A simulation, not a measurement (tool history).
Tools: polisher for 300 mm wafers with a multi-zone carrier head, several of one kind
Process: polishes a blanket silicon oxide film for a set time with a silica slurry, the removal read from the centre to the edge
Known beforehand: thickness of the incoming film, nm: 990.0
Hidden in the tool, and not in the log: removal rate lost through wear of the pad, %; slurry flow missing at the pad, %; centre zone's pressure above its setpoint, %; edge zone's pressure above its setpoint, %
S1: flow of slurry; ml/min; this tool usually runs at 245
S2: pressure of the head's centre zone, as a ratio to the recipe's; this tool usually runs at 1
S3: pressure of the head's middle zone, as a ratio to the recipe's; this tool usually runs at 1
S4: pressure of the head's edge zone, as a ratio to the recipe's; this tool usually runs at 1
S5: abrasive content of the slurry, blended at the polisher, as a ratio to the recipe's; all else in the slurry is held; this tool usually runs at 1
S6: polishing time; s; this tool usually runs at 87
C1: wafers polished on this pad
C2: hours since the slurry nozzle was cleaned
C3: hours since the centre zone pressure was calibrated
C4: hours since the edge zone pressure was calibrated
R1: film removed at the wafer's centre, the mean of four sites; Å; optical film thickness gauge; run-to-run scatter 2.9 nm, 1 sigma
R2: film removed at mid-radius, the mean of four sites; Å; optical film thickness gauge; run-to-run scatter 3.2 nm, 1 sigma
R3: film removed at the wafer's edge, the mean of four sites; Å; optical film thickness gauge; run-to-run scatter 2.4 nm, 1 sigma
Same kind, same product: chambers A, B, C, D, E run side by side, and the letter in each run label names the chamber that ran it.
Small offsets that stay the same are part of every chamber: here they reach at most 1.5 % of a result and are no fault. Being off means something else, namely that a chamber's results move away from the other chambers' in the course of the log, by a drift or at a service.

-- hour=4.2 chamber D: worn pad replaced by a new one
-- hour=10.7 chamber E: slurry nozzle cleaned
run 1E hour=11 | S1=245 S2=1 S3=1 S4=1 S5=1 S6=87 | C1=971 C2=0.3 C3=314.3 C4=746.6 | R1=2196.3 R2=2186.8 R3=2229.6
run 2D hour=21.8 | S1=245 S2=1 S3=1 S4=1 S5=1 S6=87 | C1=156 C2=211.9 C3=583.4 C4=615.8 | R1=2259.6 R2=2258 R3=2220.4
run 3C hour=28.5 | S1=245 S2=1 S3=1 S4=1 S5=1 S6=87 | C1=786 C2=234.3 C3=1188.2 C4=739.8 | R1=2242.7 R2=2210 R3=2211.6
run 4B hour=41 | S1=245 S2=1 S3=1 S4=1 S5=1 S6=87 | C1=817 C2=629.2 C3=160.6 C4=1113.7 | R1=2175.9 R2=2189.3 R3=2173
run 5A hour=55.9 | S1=245 S2=1 S3=1 S4=1 S5=1 S6=87 | C1=500 C2=71.9 C3=351.5 C4=287.8 | R1=2173.6 R2=2187.6 R3=2162.4
-- hour=59.2 chamber D: centre zone pressure recalibrated
-- hour=64.2 chamber C: worn pad replaced by a new one
run 6C hour=69.2 | S1=245 S2=1 S3=1 S4=1 S5=0.8 S6=112 | C1=45 C2=275 C3=1228.9 C4=780.5 | R1=2558.9 R2=2492.8 R3=2500.5
-- hour=75.6 chamber E: worn pad replaced by a new one
-- hour=79.7 chamber C: slurry nozzle cleaned
-- hour=79.7 chamber C: centre zone pressure recalibrated
run 7E hour=80.6 | S1=245 S2=1 S3=1 S4=1 S5=0.8 S6=112 | C1=44 C2=69.9 C3=383.9 C4=816.2 | R1=2573.2 R2=2511.2 R3=2579
-- hour=92.1 chamber A: worn pad replaced by a new one
run 8B hour=95.3 | S1=245 S2=1 S3=1 S4=1 S5=0.8 S6=112 | C1=1298 C2=683.5 C3=214.9 C4=1168 | R1=2452.2 R2=2528.1 R3=2565.6
run 9A hour=109.2 | S1=245 S2=1 S3=1 S4=1 S5=0.8 S6=112 | C1=151 C2=125.2 C3=404.8 C4=341.1 | R1=2445 R2=2563.5 R3=2524.4
run 10D hour=122.1 | S1=245 S2=1 S3=1 S4=1 S5=0.8 S6=112 | C1=1044 C2=312.2 C3=63 C4=716.1 | R1=2544.6 R2=2590.7 R3=2573.2
run 11B hour=136.4 | S1=245 S2=1 S3=1 S4=1 S5=1 S6=87 | C1=1662 C2=724.6 C3=256 C4=1209.1 | R1=2201.2 R2=2169.1 R3=2209.8
-- hour=147.8 chamber D: worn pad replaced by a new one
run 12D hour=149.8 | S1=245 S2=1 S3=1 S4=1 S5=1 S6=87 | C1=18 C2=339.9 C3=90.7 C4=743.8 | R1=2186.4 R2=2248.2 R3=2193.1
-- hour=156.6 chamber D: edge zone pressure recalibrated
run 13A hour=160.9 | S1=245 S2=1 S3=1 S4=1 S5=1 S6=87 | C1=610 C2=176.9 C3=456.5 C4=392.8 | R1=2188.8 R2=2177.2 R3=2190.1
run 14E hour=170.2 | S1=245 S2=1 S3=1 S4=1 S5=1 S6=87 | C1=838 C2=159.5 C3=473.5 C4=905.8 | R1=2152.9 R2=2209 R3=2211.2
-- hour=179.2 chamber A: worn pad replaced by a new one
run 15C hour=182.1 | S1=245 S2=1 S3=1 S4=1 S5=1 S6=87 | C1=1045 C2=102.5 C3=102.4 C4=893.4 | R1=2171.5 R2=2188.9 R3=2218.4
-- hour=186.8 chamber B: slurry nozzle cleaned
-- hour=187.5 chamber C: worn pad replaced by a new one
run 16A hour=196.1 | S1=245 S2=1 S3=1 S4=1 S5=1 S6=87 | C1=150 C2=212.1 C3=491.7 C4=428 | R1=2200.6 R2=2181.1 R3=2183.1
run 17E hour=209.6 | S1=245 S2=1 S3=1 S4=1 S5=1 S6=87 | C1=1187 C2=198.9 C3=512.9 C4=945.2 | R1=2235.9 R2=2174.4 R3=2193.5
run 18C hour=224.7 | S1=245 S2=1 S3=1 S4=1 S5=1 S6=87 | C1=330 C2=145.1 C3=145 C4=936 | R1=2224.7 R2=2218.9 R3=2184.8
run 19D hour=232.3 | S1=245 S2=1 S3=1 S4=1 S5=1 S6=87 | C1=749 C2=422.4 C3=173.2 C4=75.7 | R1=2227 R2=2236.3 R3=2206.8
-- hour=235.2 chamber E: worn pad replaced by a new one
run 20B hour=240.6 | S1=245 S2=1 S3=1 S4=1 S5=1 S6=87 | C1=2586 C2=53.8 C3=360.2 C4=1313.3 | R1=2136.8 R2=2155 R3=2142.9
run 21B hour=248.3 | S1=245 S2=1 S3=1 S4=1 S5=1 S6=87 | C1=2654 C2=61.5 C3=367.9 C4=1321 | R1=2159.5 R2=2145.8 R3=2160.2
run 22C hour=257.2 | S1=245 S2=1 S3=1 S4=1 S5=1 S6=87 | C1=618 C2=177.6 C3=177.5 C4=968.5 | R1=2172.6 R2=2208.4 R3=2179.1
-- hour=260.9 chamber D: worn pad replaced by a new one
-- hour=268.3 chamber A: slurry nozzle cleaned
run 23E hour=269.6 | S1=245 S2=1 S3=1 S4=1 S5=1 S6=87 | C1=304 C2=258.9 C3=572.9 C4=1005.2 | R1=2203.6 R2=2219.8 R3=2194.6
run 24D hour=276.5 | S1=245 S2=1 S3=1 S4=1 S5=1 S6=87 | C1=138 C2=466.6 C3=217.4 C4=119.9 | R1=2166.8 R2=2232.4 R3=2237
-- hour=278.3 chamber A: worn pad replaced by a new one
run 25A hour=289.5 | S1=245 S2=1 S3=1 S4=1 S5=1 S6=87 | C1=99 C2=21.3 C3=585.1 C4=521.4 | R1=2177.3 R2=2234.9 R3=2206.6
-- hour=292 chamber E: centre zone pressure recalibrated
run 26D hour=299 | S1=245 S2=1 S3=1 S4=1 S5=1 S6=87 | C1=338 C2=489.1 C3=239.9 C4=142.4 | R1=2168.3 R2=2201.6 R3=2180.5
run 27C hour=311.1 | S1=245 S2=1 S3=1 S4=1 S5=1 S6=87 | C1=1095 C2=231.5 C3=231.4 C4=1022.4 | R1=2145.8 R2=2174.8 R3=2240.2
run 28A hour=324.9 | S1=245 S2=1 S3=1 S4=1 S5=1 S6=87 | C1=413 C2=56.7 C3=620.5 C4=556.8 | R1=2197.4 R2=2199.9 R3=2181.6
-- hour=325.5 chamber C: worn pad replaced by a new one
run 29E hour=339.6 | S1=245 S2=1 S3=1 S4=1 S5=1 S6=87 | C1=925 C2=328.9 C3=47.6 C4=1075.2 | R1=2156.2 R2=2190.2 R3=2242.5
run 30B hour=347.5 | S1=245 S2=1 S3=1 S4=1 S5=1 S6=87 | C1=3533 C2=160.7 C3=467.1 C4=1420.2 | R1=2104.3 R2=2076.6 R3=2094.2
run 31B hour=361.3 | S1=245 S2=1.07 S3=1 S4=1 S5=1 S6=112 | C1=3656 C2=174.5 C3=480.9 C4=1434 | R1=2879.2 R2=2744.7 R3=2716.4
run 32A hour=374.3 | S1=245 S2=1.07 S3=1 S4=1 S5=1 S6=112 | C1=851 C2=106.1 C3=669.9 C4=606.2 | R1=3002.6 R2=2848.5 R3=2815.1
-- hour=377.1 chamber D: worn pad replaced by a new one
-- hour=384.9 chamber E: worn pad replaced by a new one
run 33D hour=385.1 | S1=245 S2=1.07 S3=1 S4=1 S5=1 S6=112 | C1=71 C2=575.2 C3=326 C4=228.5 | R1=3004.2 R2=2760.6 R3=2869.1
run 34E hour=393.5 | S1=245 S2=1.07 S3=1 S4=1 S5=1 S6=112 | C1=76 C2=382.8 C3=101.5 C4=1129.1 | R1=3060.5 R2=2845 R3=2841.7
run 35C hour=402.4 | S1=245 S2=1.07 S3=1 S4=1 S5=1 S6=112 | C1=682 C2=322.8 C3=322.7 C4=1113.7 | R1=3050.9 R2=2827.1 R3=2782.9
run 36B hour=416.9 | S1=245 S2=1 S3=1 S4=1 S5=1 S6=87 | C1=4148 C2=230.1 C3=536.5 C4=1489.6 | R1=2063.5 R2=2050.4 R3=2038.7
-- hour=419.1 chamber C: slurry nozzle cleaned
run 37C hour=430.8 | S1=245 S2=1 S3=1 S4=1 S5=1 S6=87 | C1=933 C2=11.7 C3=351.1 C4=1142.1 | R1=2207.9 R2=2241.4 R3=2189.2
run 38D hour=439.2 | S1=245 S2=1 S3=1 S4=1 S5=1 S6=87 | C1=550 C2=629.3 C3=380.1 C4=282.6 | R1=2225.3 R2=2203 R3=2251
run 39E hour=454.4 | S1=245 S2=1 S3=1 S4=1 S5=1 S6=87 | C1=616 C2=443.7 C3=162.4 C4=1190 | R1=2185 R2=2174.5 R3=2189.3

All chambers now run identical settings, listed one chamber a line with results as question marks. What results will each chamber show?
run 40A hour=465.4 | S1=245 S2=1 S3=1 S4=1 S5=1 S6=87 | R1=? R2=? R3=?
run 40B hour=465.4 | S1=245 S2=1 S3=1 S4=1 S5=1 S6=87 | R1=? R2=? R3=?
run 40C hour=465.4 | S1=245 S2=1 S3=1 S4=1 S5=1 S6=87 | R1=? R2=? R3=?
run 40D hour=465.4 | S1=245 S2=1 S3=1 S4=1 S5=1 S6=87 | R1=? R2=? R3=?
run 40E hour=465.4 | S1=245 S2=1 S3=1 S4=1 S5=1 S6=87 | R1=? R2=? R3=?

run=40A R1=2134.5 R2=2187.6 R3=2137.7
run=40B R1=2015.6 R2=2001.1 R3=2007.9
run=40C R1=2169.7 R2=2128.4 R3=2180.6
run=40D R1=2198 R2=2202.8 R3=2219.8
run=40E R1=2184.7 R2=2179.4 R3=2226.9
